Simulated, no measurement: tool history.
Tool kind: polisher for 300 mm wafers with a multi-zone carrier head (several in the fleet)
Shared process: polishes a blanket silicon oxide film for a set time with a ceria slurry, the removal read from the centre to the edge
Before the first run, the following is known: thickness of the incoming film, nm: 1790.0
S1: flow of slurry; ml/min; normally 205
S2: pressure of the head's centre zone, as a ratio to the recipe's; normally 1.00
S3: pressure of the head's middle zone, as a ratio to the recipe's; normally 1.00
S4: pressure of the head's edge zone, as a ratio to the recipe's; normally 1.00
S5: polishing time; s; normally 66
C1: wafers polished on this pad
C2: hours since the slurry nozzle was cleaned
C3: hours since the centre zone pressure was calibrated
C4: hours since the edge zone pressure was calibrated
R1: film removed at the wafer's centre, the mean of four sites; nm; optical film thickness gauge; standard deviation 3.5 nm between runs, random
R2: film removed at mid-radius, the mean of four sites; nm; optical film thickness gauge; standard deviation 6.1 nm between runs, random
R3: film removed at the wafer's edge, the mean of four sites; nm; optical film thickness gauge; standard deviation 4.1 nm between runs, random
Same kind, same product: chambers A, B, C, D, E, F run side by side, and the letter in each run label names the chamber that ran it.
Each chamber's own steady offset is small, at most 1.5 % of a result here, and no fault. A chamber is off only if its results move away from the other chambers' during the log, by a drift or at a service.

{"run": "1B", "hour": 2.8, "S1": 205, "S2": 1.0, "S3": 1.0, "S4": 1.0, "S5": 66, "C1": 242, "C2": 31.7, "C3": 653.4, "C4": 909.5, "R1": 496.98, "R2": 485.73, "R3": 501.13}
{"run": "2D", "hour": 5.1, "S1": 205, "S2": 1.0, "S3": 1.0, "S4": 1.0, "S5": 66, "C1": 548, "C2": 60.2, "C3": 237.8, "C4": 709.0, "R1": 496.72, "R2": 487.61, "R3": 502.29}
{"run": "3C", "hour": 8.4, "S1": 205, "S2": 1.0, "S3": 1.0, "S4": 1.0, "S5": 66, "C1": 961, "C2": 385.0, "C3": 775.3, "C4": 256.8, "R1": 501.57, "R2": 490.68, "R3": 493.31}
{"hour": 11.3, "done": "chamber F: slurry nozzle cleaned"}
{"run": "4E", "hour": 11.7, "S1": 205, "S2": 1.0, "S3": 1.0, "S4": 1.0, "S5": 66, "C1": 418, "C2": 89.4, "C3": 647.0, "C4": 981.5, "R1": 502.84, "R2": 499.5, "R3": 492.52}
{"hour": 14.6, "done": "chamber C: worn pad replaced by a new one"}
{"run": "5F", "hour": 14.7, "S1": 205, "S2": 1.0, "S3": 1.0, "S4": 1.0, "S5": 66, "C1": 1212, "C2": 3.4, "C3": 545.2, "C4": 193.6, "R1": 490.26, "R2": 493.7, "R3": 493.1}
{"run": "6A", "hour": 17.3, "S1": 205, "S2": 1.0, "S3": 1.0, "S4": 1.0, "S5": 66, "C1": 1297, "C2": 58.1, "C3": 606.3, "C4": 483.1, "R1": 494.59, "R2": 487.31, "R3": 501.9}
{"hour": 18.3, "done": "chamber A: worn pad replaced by a new one"}
{"run": "7D", "hour": 21.5, "S1": 205, "S2": 1.06, "S3": 1.0, "S4": 1.08, "S5": 66, "C1": 765, "C2": 76.6, "C3": 254.2, "C4": 725.4, "R1": 536.46, "R2": 488.12, "R3": 519.79}
{"hour": 21.7, "done": "chamber F: worn pad replaced by a new one"}
{"run": "8C", "hour": 24.0, "S1": 205, "S2": 1.06, "S3": 1.0, "S4": 1.08, "S5": 66, "C1": 125, "C2": 400.6, "C3": 790.9, "C4": 272.4, "R1": 537.45, "R2": 491.45, "R3": 517.72}
{"run": "9B", "hour": 27.6, "S1": 205, "S2": 1.06, "S3": 1.0, "S4": 1.08, "S5": 66, "C1": 571, "C2": 56.5, "C3": 678.2, "C4": 934.3, "R1": 520.1, "R2": 486.71, "R3": 521.06}
{"run": "10E", "hour": 30.5, "S1": 205, "S2": 1.06, "S3": 1.0, "S4": 1.08, "S5": 66, "C1": 667, "C2": 108.2, "C3": 665.8, "C4": 1000.3, "R1": 530.54, "R2": 488.79, "R3": 518.84}
{"hour": 34.1, "done": "chamber C: edge zone pressure recalibrated"}
{"run": "11A", "hour": 34.7, "S1": 205, "S2": 1.06, "S3": 1.0, "S4": 1.08, "S5": 66, "C1": 217, "C2": 75.5, "C3": 623.7, "C4": 500.5, "R1": 529.46, "R2": 510.76, "R3": 522.15}
{"hour": 36.0, "done": "chamber C: slurry nozzle cleaned"}
{"run": "12F", "hour": 38.1, "S1": 205, "S2": 1.06, "S3": 1.0, "S4": 1.08, "S5": 66, "C1": 217, "C2": 26.8, "C3": 568.6, "C4": 217.0, "R1": 527.88, "R2": 489.61, "R3": 511.1}
{"run": "13C", "hour": 40.1, "S1": 205, "S2": 1.0, "S3": 1.0, "S4": 1.0, "S5": 66, "C1": 338, "C2": 4.1, "C3": 807.0, "C4": 6.0, "R1": 497.17, "R2": 496.17, "R3": 503.37}
{"run": "14D", "hour": 43.3, "S1": 205, "S2": 1.0, "S3": 1.0, "S4": 1.0, "S5": 66, "C1": 1054, "C2": 98.4, "C3": 276.0, "C4": 747.2, "R1": 491.55, "R2": 496.28, "R3": 502.27}
{"run": "15F", "hour": 47.2, "S1": 205, "S2": 1.0, "S3": 1.0, "S4": 1.0, "S5": 66, "C1": 338, "C2": 35.9, "C3": 577.7, "C4": 226.1, "R1": 495.17, "R2": 495.93, "R3": 494.24}
{"run": "16B", "hour": 49.8, "S1": 205, "S2": 1.0, "S3": 1.0, "S4": 1.0, "S5": 66, "C1": 865, "C2": 78.7, "C3": 700.4, "C4": 956.5, "R1": 491.17, "R2": 490.0, "R3": 502.14}
{"run": "17A", "hour": 53.5, "S1": 205, "S2": 1.0, "S3": 1.0, "S4": 1.0, "S5": 66, "C1": 466, "C2": 94.3, "C3": 642.5, "C4": 519.3, "R1": 494.44, "R2": 491.84, "R3": 499.61}
{"run": "18E", "hour": 55.8, "S1": 205, "S2": 1.0, "S3": 1.0, "S4": 1.0, "S5": 66, "C1": 1002, "C2": 133.5, "C3": 691.1, "C4": 1025.6, "R1": 499.16, "R2": 486.49, "R3": 486.6}
{"hour": 58.3, "done": "chamber B: worn pad replaced by a new one"}
{"run": "19D", "hour": 59.7, "S1": 205, "S2": 1.0, "S3": 1.0, "S4": 1.0, "S5": 66, "C1": 1271, "C2": 114.8, "C3": 292.4, "C4": 763.6, "R1": 486.79, "R2": 491.19, "R3": 493.19}
{"run": "20F", "hour": 63.1, "S1": 205, "S2": 1.0, "S3": 1.0, "S4": 1.0, "S5": 66, "C1": 548, "C2": 51.8, "C3": 593.6, "C4": 242.0, "R1": 487.65, "R2": 496.54, "R3": 492.93}
{"run": "21B", "hour": 67.5, "S1": 205, "S2": 1.0, "S3": 1.0, "S4": 1.0, "S5": 66, "C1": 122, "C2": 96.4, "C3": 718.1, "C4": 974.2, "R1": 489.78, "R2": 497.7, "R3": 497.38}
{"run": "22E", "hour": 69.9, "S1": 205, "S2": 1.0, "S3": 1.0, "S4": 1.0, "S5": 66, "C1": 1189, "C2": 147.6, "C3": 705.2, "C4": 1039.7, "R1": 500.51, "R2": 483.23, "R3": 492.87}
{"hour": 72.6, "done": "chamber E: centre zone pressure recalibrated"}
{"run": "23A", "hour": 72.8, "S1": 205, "S2": 1.1, "S3": 1.0, "S4": 1.0, "S5": 57, "C1": 722, "C2": 113.6, "C3": 661.8, "C4": 538.6, "R1": 474.81, "R2": 432.9, "R3": 425.76}
{"run": "24C", "hour": 75.3, "S1": 205, "S2": 1.1, "S3": 1.0, "S4": 1.0, "S5": 57, "C1": 805, "C2": 39.3, "C3": 842.2, "C4": 41.2, "R1": 483.72, "R2": 420.52, "R3": 434.66}
{"run": "25C", "hour": 79.5, "S1": 205, "S2": 1.1, "S3": 1.0, "S4": 1.0, "S5": 57, "C1": 860, "C2": 43.5, "C3": 846.4, "C4": 45.4, "R1": 475.51, "R2": 424.39, "R3": 430.56}
{"run": "26F", "hour": 83.4, "S1": 205, "S2": 1.1, "S3": 1.0, "S4": 1.0, "S5": 57, "C1": 817, "C2": 72.1, "C3": 613.9, "C4": 262.3, "R1": 469.73, "R2": 430.36, "R3": 422.37}
{"run": "27A", "hour": 87.1, "S1": 205, "S2": 1.1, "S3": 1.0, "S4": 1.0, "S5": 57, "C1": 911, "C2": 127.9, "C3": 676.1, "C4": 552.9, "R1": 479.18, "R2": 420.01, "R3": 428.82}
{"run": "28D", "hour": 90.5, "S1": 205, "S2": 1.1, "S3": 1.0, "S4": 1.0, "S5": 57, "C1": 1679, "C2": 145.6, "C3": 323.2, "C4": 794.4, "R1": 452.35, "R2": 409.22, "R3": 411.73}
{"hour": 91.7, "done": "chamber C: worn pad replaced by a new one"}
{"run": "29B", "hour": 94.0, "S1": 205, "S2": 1.07, "S3": 1.09, "S4": 1.0, "S5": 66, "C1": 473, "C2": 122.9, "C3": 744.6, "C4": 1000.7, "R1": 530.44, "R2": 520.9, "R3": 496.4}
{"hour": 96.1, "done": "chamber F: worn pad replaced by a new one"}
{"run": "30E", "hour": 96.2, "S1": 205, "S2": 1.07, "S3": 1.09, "S4": 1.0, "S5": 66, "C1": 1537, "C2": 173.9, "C3": 23.7, "C4": 1066.0, "R1": 531.45, "R2": 527.87, "R3": 492.91}
{"run": "31C", "hour": 99.2, "S1": 205, "S2": 1.07, "S3": 1.09, "S4": 1.0, "S5": 66, "C1": 99, "C2": 63.2, "C3": 866.1, "C4": 65.1, "R1": 539.47, "R2": 546.9, "R3": 493.84}
{"run": "32B", "hour": 102.1, "S1": 205, "S2": 1.07, "S3": 1.09, "S4": 1.0, "S5": 66, "C1": 580, "C2": 131.0, "C3": 752.7, "C4": 1008.8, "R1": 533.66, "R2": 536.38, "R3": 495.88}
{"run": "33F", "hour": 106.3, "S1": 205, "S2": 1.07, "S3": 1.09, "S4": 1.0, "S5": 66, "C1": 135, "C2": 95.0, "C3": 636.8, "C4": 285.2, "R1": 529.45, "R2": 544.0, "R3": 491.99}
{"hour": 107.1, "done": "chamber E: worn pad replaced by a new one"}
{"run": "34D", "hour": 108.4, "S1": 205, "S2": 1.07, "S3": 1.09, "S4": 1.0, "S5": 66, "C1": 1916, "C2": 163.5, "C3": 341.1, "C4": 812.3, "R1": 503.49, "R2": 513.92, "R3": 462.23}
{"hour": 109.6, "done": "chamber E: slurry nozzle cleaned"}
{"run": "35A", "hour": 111.7, "S1": 205, "S2": 1.0, "S3": 1.0, "S4": 1.0, "S5": 66, "C1": 1237, "C2": 152.5, "C3": 700.7, "C4": 577.5, "R1": 494.06, "R2": 493.41, "R3": 499.62}
{"run": "36E", "hour": 114.4, "S1": 205, "S2": 1.0, "S3": 1.0, "S4": 1.0, "S5": 66, "C1": 97, "C2": 4.8, "C3": 41.9, "C4": 1084.2, "R1": 495.08, "R2": 491.29, "R3": 492.23}
{"run": "37D", "hour": 117.9, "S1": 205, "S2": 1.0, "S3": 1.0, "S4": 1.0, "S5": 66, "C1": 2042, "C2": 173.0, "C3": 350.6, "C4": 821.8, "R1": 468.03, "R2": 466.64, "R3": 461.68}
{"run": "38F", "hour": 121.8, "S1": 205, "S2": 1.0, "S3": 1.0, "S4": 1.0, "S5": 66, "C1": 340, "C2": 110.5, "C3": 652.3, "C4": 300.7, "R1": 493.22, "R2": 495.45, "R3": 498.36}
{"run": "39E", "hour": 125.5, "S1": 205, "S2": 1.08, "S3": 1.0, "S4": 1.0, "S5": 66, "C1": 244, "C2": 15.9, "C3": 53.0, "C4": 1095.3, "R1": 537.59, "R2": 483.93, "R3": 496.42}
{"run": "40C", "hour": 129.6, "S1": 205, "S2": 1.08, "S3": 1.0, "S4": 1.0, "S5": 66, "C1": 502, "C2": 93.6, "C3": 896.5, "C4": 95.5, "R1": 551.92, "R2": 498.35, "R3": 491.68}

One chamber off, gauge drift, or nothing amiss beyond the chambers' own small offsets? If it is a chamber, which one, and what is the likeliest cause?

Chamber D drifts away from the others.
Likeliest cause: removal rate lost through wear of the pad, % = 8.25.
Not necessarily distinguishable in this log from: slurry flow missing at the pad, %.

Here are 4 candidates for chamber D's next run, each the usual settings with a change, their results left as question marks. Which one brings its results back in line with what the others give on the usual settings?
In line here means within this much of the mean the other chambers give on the usual settings: R1 12.00 nm; R2 21.00 nm; R3 14.00 nm
{"run": "41D-1", "hour": 132.7, "S1": 205, "S2": 1.0, "S3": 1.0, "S4": 1.0, "S5": 61, "R1": "?", "R2": "?", "R3": "?"}
{"run": "41D-2", "hour": 132.7, "S1": 205, "S2": 1.0, "S3": 1.0, "S4": 1.0, "S5": 71, "R1": "?", "R2": "?", "R3": "?"}
{"run": "41D-3", "hour": 132.7, "S1": 210, "S2": 1.0, "S3": 1.0, "S4": 1.01, "S5": 75, "R1": "?", "R2": "?", "R3": "?"}
{"run": "41D-4", "hour": 132.7, "S1": 205, "S2": 1.0, "S3": 1.0, "S4": 0.99, "S5": 58, "R1": "?", "R2": "?", "R3": "?"}

Average result of the remaining chambers running the usual settings: R1 494.92 nm; R2 495.54 nm; R3 496.97 nm
run=41D-1 R1=423.53 R2=421.99 R3=422.58
run=41D-2 R1=492.96 R2=491.17 R3=491.85
run=41D-3 R1=522.72 R2=520.61 R3=523.60
run=41D-4 R1=402.70 R2=401.24 R3=399.70
Change 41D-2 lands the chamber within the allowed miss of the other chambers.
